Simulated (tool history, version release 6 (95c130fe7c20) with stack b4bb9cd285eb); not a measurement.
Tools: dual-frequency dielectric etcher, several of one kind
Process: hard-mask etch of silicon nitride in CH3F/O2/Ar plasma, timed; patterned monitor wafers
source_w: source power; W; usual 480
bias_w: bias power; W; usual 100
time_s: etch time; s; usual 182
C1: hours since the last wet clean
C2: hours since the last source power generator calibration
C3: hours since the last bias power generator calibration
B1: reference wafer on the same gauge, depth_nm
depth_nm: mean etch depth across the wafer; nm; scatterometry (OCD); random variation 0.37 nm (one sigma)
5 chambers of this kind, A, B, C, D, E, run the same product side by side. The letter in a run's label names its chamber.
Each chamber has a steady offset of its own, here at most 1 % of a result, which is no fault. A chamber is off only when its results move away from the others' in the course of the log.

{"run": "1E", "hour": 3.5, "source_w": 480, "bias_w": 100, "time_s": 182, "C1": 56.9, "C2": 817.5, "C3": 1482.9, "B1": 126.99, "depth_nm": 153.04}
{"run": "2B", "hour": 6.7, "source_w": 480, "bias_w": 100, "time_s": 182, "C1": 245, "C2": 1871.9, "C3": 3042.8, "B1": 127.02, "depth_nm": 154.42}
{"run": "3C", "hour": 9.4, "source_w": 480, "bias_w": 100, "time_s": 182, "C1": 485.8, "C2": 1130.6, "C3": 2884.3, "B1": 126.98, "depth_nm": 154.25}
{"run": "4D", "hour": 11.7, "source_w": 480, "bias_w": 100, "time_s": 182, "C1": 387.4, "C2": 2370.1, "C3": 66.9, "B1": 126.98, "depth_nm": 152.46}
{"run": "5A", "hour": 13.9, "source_w": 540, "bias_w": 100, "time_s": 221, "C1": 474.9, "C2": 1427.3, "C3": 590.5, "B1": 127, "depth_nm": 192.86}
{"run": "6E", "hour": 15.9, "source_w": 540, "bias_w": 100, "time_s": 221, "C1": 69.3, "C2": 829.9, "C3": 1495.3, "B1": 127.01, "depth_nm": 195.34}
{"run": "7C", "hour": 18.0, "source_w": 540, "bias_w": 100, "time_s": 221, "C1": 494.4, "C2": 1139.2, "C3": 2892.9, "B1": 126.98, "depth_nm": 195.65}
{"run": "8A", "hour": 21.6, "source_w": 540, "bias_w": 100, "time_s": 221, "C1": 482.6, "C2": 1435, "C3": 598.2, "B1": 127.01, "depth_nm": 194.51}
{"run": "9B", "hour": 26.2, "source_w": 540, "bias_w": 100, "time_s": 221, "C1": 264.5, "C2": 1891.4, "C3": 3062.3, "B1": 126.91, "depth_nm": 196.77}
{"run": "10D", "hour": 29.3, "source_w": 480, "bias_w": 100, "time_s": 182, "C1": 405, "C2": 2387.7, "C3": 84.5, "B1": 126.99, "depth_nm": 152.44}
{"run": "11D", "hour": 31.8, "source_w": 480, "bias_w": 100, "time_s": 182, "C1": 407.5, "C2": 2390.2, "C3": 87, "B1": 126.9, "depth_nm": 152.68}
{"run": "12C", "hour": 33.9, "source_w": 480, "bias_w": 100, "time_s": 182, "C1": 510.3, "C2": 1155.1, "C3": 2908.8, "B1": 127.02, "depth_nm": 154}
{"run": "13A", "hour": 37.1, "source_w": 480, "bias_w": 100, "time_s": 182, "C1": 498.1, "C2": 1450.5, "C3": 613.7, "B1": 127.04, "depth_nm": 152.44}
{"hour": 40.9, "done": "chamber A: wet clean of the chamber"}
{"run": "14E", "hour": 40.9, "source_w": 480, "bias_w": 100, "time_s": 182, "C1": 94.3, "C2": 854.9, "C3": 1520.3, "B1": 127.1, "depth_nm": 153.93}
{"run": "15B", "hour": 43.0, "source_w": 480, "bias_w": 100, "time_s": 182, "C1": 281.3, "C2": 1908.2, "C3": 3079.1, "B1": 126.97, "depth_nm": 154.03}
{"run": "16A", "hour": 45.6, "source_w": 480, "bias_w": 100, "time_s": 182, "C1": 4.8, "C2": 1459, "C3": 622.2, "B1": 126.97, "depth_nm": 156.77}
{"run": "17D", "hour": 48.9, "source_w": 480, "bias_w": 100, "time_s": 182, "C1": 424.6, "C2": 2407.3, "C3": 104.1, "B1": 127.03, "depth_nm": 152.57}
{"run": "18B", "hour": 51.6, "source_w": 480, "bias_w": 100, "time_s": 182, "C1": 289.9, "C2": 1916.8, "C3": 3087.7, "B1": 127.01, "depth_nm": 154.09}
{"run": "19C", "hour": 54.3, "source_w": 480, "bias_w": 100, "time_s": 182, "C1": 530.7, "C2": 1175.5, "C3": 2929.2, "B1": 127.06, "depth_nm": 153.77}
{"run": "20E", "hour": 56.6, "source_w": 480, "bias_w": 100, "time_s": 182, "C1": 110, "C2": 870.6, "C3": 1536, "B1": 126.92, "depth_nm": 153.07}
{"run": "21B", "hour": 60.7, "source_w": 480, "bias_w": 100, "time_s": 182, "C1": 299, "C2": 1925.9, "C3": 3096.8, "B1": 126.99, "depth_nm": 154.33}
{"run": "22D", "hour": 63.8, "source_w": 480, "bias_w": 100, "time_s": 182, "C1": 439.5, "C2": 2422.2, "C3": 119, "B1": 126.92, "depth_nm": 152.67}
{"run": "23C", "hour": 66.5, "source_w": 480, "bias_w": 100, "time_s": 182, "C1": 542.9, "C2": 1187.7, "C3": 2941.4, "B1": 126.94, "depth_nm": 153.57}
{"run": "24E", "hour": 69.6, "source_w": 480, "bias_w": 100, "time_s": 182, "C1": 123, "C2": 883.6, "C3": 1549, "B1": 126.93, "depth_nm": 153.87}
{"run": "25A", "hour": 73.8, "source_w": 480, "bias_w": 100, "time_s": 182, "C1": 33, "C2": 1487.2, "C3": 650.4, "B1": 127.01, "depth_nm": 157.76}
{"run": "26C", "hour": 78.3, "source_w": 480, "bias_w": 100, "time_s": 182, "C1": 554.7, "C2": 1199.5, "C3": 2953.2, "B1": 127.01, "depth_nm": 154}
{"hour": 81.4, "done": "chamber B: wet clean of the chamber"}
{"run": "27B", "hour": 82.0, "source_w": 480, "bias_w": 100, "time_s": 182, "C1": 0.6, "C2": 1947.2, "C3": 3118.1, "B1": 126.97, "depth_nm": 153.66}
{"run": "28A", "hour": 85.8, "source_w": 480, "bias_w": 100, "time_s": 182, "C1": 45, "C2": 1499.2, "C3": 662.4, "B1": 127.02, "depth_nm": 157.18}
{"run": "29E", "hour": 88.9, "source_w": 600, "bias_w": 84, "time_s": 182, "C1": 142.3, "C2": 902.9, "C3": 1568.3, "B1": 126.96, "depth_nm": 157.8}
{"hour": 91.5, "done": "chamber C: wet clean of the chamber"}
{"run": "30D", "hour": 91.7, "source_w": 600, "bias_w": 84, "time_s": 182, "C1": 467.4, "C2": 2450.1, "C3": 146.9, "B1": 127, "depth_nm": 155.49}
{"run": "31D", "hour": 95.8, "source_w": 600, "bias_w": 84, "time_s": 182, "C1": 471.5, "C2": 2454.2, "C3": 151, "B1": 126.98, "depth_nm": 155.55}
{"hour": 100.3, "done": "chamber D: source power generator calibrated"}
{"run": "32E", "hour": 100.3, "source_w": 600, "bias_w": 84, "time_s": 182, "C1": 153.7, "C2": 914.3, "C3": 1579.7, "B1": 127.07, "depth_nm": 157.2}
{"hour": 100.7, "done": "chamber B: bias power generator calibrated"}
{"hour": 103.1, "done": "chamber D: wet clean of the chamber"}
{"run": "33C", "hour": 104.5, "source_w": 600, "bias_w": 84, "time_s": 182, "C1": 13.1, "C2": 1225.7, "C3": 2979.4, "B1": 126.96, "depth_nm": 158.24}
{"run": "34A", "hour": 107.1, "source_w": 480, "bias_w": 100, "time_s": 182, "C1": 66.3, "C2": 1520.5, "C3": 683.7, "B1": 126.99, "depth_nm": 157.48}
{"run": "35B", "hour": 111.0, "source_w": 480, "bias_w": 100, "time_s": 182, "C1": 29.6, "C2": 1976.2, "C3": 10.3, "B1": 127.04, "depth_nm": 153.86}
{"run": "36B", "hour": 114.0, "source_w": 380, "bias_w": 90, "time_s": 182, "C1": 32.6, "C2": 1979.2, "C3": 13.3, "B1": 127.02, "depth_nm": 136.46}
{"run": "37D", "hour": 117.9, "source_w": 380, "bias_w": 90, "time_s": 182, "C1": 14.8, "C2": 17.7, "C3": 173.1, "B1": 127.01, "depth_nm": 134.78}

Next, every chamber runs the same settings. What will each give?
{"run": "38A", "hour": 121.2, "source_w": 480, "bias_w": 100, "time_s": 182, "depth_nm": "?"}
{"run": "38B", "hour": 121.2, "source_w": 480, "bias_w": 100, "time_s": 182, "depth_nm": "?"}
{"run": "38C", "hour": 121.2, "source_w": 480, "bias_w": 100, "time_s": 182, "depth_nm": "?"}
{"run": "38D", "hour": 121.2, "source_w": 480, "bias_w": 100, "time_s": 182, "depth_nm": "?"}
{"run": "38E", "hour": 121.2, "source_w": 480, "bias_w": 100, "time_s": 182, "depth_nm": "?"}

run=38A depth_nm=157.49
run=38B depth_nm=153.57
run=38C depth_nm=154.29
run=38D depth_nm=152.51
run=38E depth_nm=153.58
